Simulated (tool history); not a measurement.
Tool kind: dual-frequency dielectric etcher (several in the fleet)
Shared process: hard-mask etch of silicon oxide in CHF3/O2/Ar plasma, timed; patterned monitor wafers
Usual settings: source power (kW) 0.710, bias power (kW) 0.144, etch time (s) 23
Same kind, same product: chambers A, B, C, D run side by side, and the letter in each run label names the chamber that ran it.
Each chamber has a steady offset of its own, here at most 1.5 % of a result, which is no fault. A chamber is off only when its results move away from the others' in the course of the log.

run,hour,source power (kW),bias power (kW),etch time (s),hours since the last wet clean,hours since the last source power generator calibration,hours since the last bias power generator calibration,"read-back reference wafer on the same gauge, depth_nm",mean etch depth across the wafer (Å)
1C,11.6,0.710,0.144,23,354.3,838.1,1018.7,53.005,447.65
2A,21.9,0.710,0.144,23,52.2,1281.0,591.2,52.971,451.41
3D,32.4,0.710,0.144,23,512.4,809.2,1640.6,53.055,459.17
4B,41.3,0.710,0.144,23,133.5,1821.2,2490.8,52.989,452.31
5A,57.3,0.710,0.144,23,87.6,1316.4,626.6,53.050,455.11
6B,72.2,0.710,0.144,23,164.4,1852.1,2521.7,53.012,450.84
7C,83.8,0.710,0.144,18,426.5,910.3,1090.9,52.993,352.65
8D,96.4,0.710,0.144,18,576.4,873.2,1704.6,53.048,357.87
9D,103.9,0.710,0.144,18,583.9,880.7,1712.1,53.015,357.74
10A,119.2,0.710,0.144,18,149.5,1378.3,688.5,53.010,351.99
11B,133.0,0.710,0.144,23,225.2,1912.9,2582.5,53.055,450.47
12C,146.2,0.710,0.144,23,488.9,972.7,1153.3,53.088,451.01
13C,153.9,0.710,0.144,23,496.6,980.4,1161.0,52.981,451.76
14B,162.6,0.710,0.144,23,254.8,1942.5,2612.1,53.057,451.08
# hour 163.6: chamber B: bias power generator calibrated
15A,178.1,0.710,0.175,20,208.4,1437.2,747.4,52.973,418.47
16D,186.0,0.710,0.175,20,666.0,962.8,1794.2,52.972,423.74
17C,199.5,0.710,0.175,20,542.2,1026.0,1206.6,52.975,414.32
# hour 211.4: chamber D: wet clean of the chamber
18B,211.9,0.710,0.175,20,304.1,1991.8,48.3,53.030,415.68
19A,226.8,0.710,0.144,23,257.1,1485.9,796.1,53.016,454.26
20D,237.7,0.710,0.144,23,26.3,1014.5,1845.9,52.934,456.94
# hour 246.8: chamber C: wet clean of the chamber
21D,252.0,0.710,0.144,23,40.6,1028.8,1860.2,53.038,455.31
22B,262.1,0.710,0.144,23,354.3,2042.0,98.5,52.984,449.70
# hour 269.2: chamber B: wet clean of the chamber
23C,269.2,0.710,0.144,23,22.5,1095.7,1276.3,52.980,450.43
24A,282.8,0.710,0.144,23,313.1,1541.9,852.1,52.971,455.23
25D,292.1,0.710,0.144,23,80.7,1068.9,1900.3,52.942,457.84
26B,307.7,0.710,0.117,30,38.5,2087.6,144.1,53.067,546.63
27A,321.3,0.710,0.117,30,351.6,1580.4,890.6,53.048,555.08

For the next run the whole fleet of 4 chambers uses the same settings. Give each chamber's results:
28A,332.7,0.710,0.144,29,,,,,?
28B,332.7,0.710,0.144,29,,,,,?
28C,332.7,0.710,0.144,29,,,,,?
28D,332.7,0.710,0.144,29,,,,,?

run,mean etch depth across the wafer (Å)
28A,573.89
28B,563.02
28C,568.04
28D,576.30
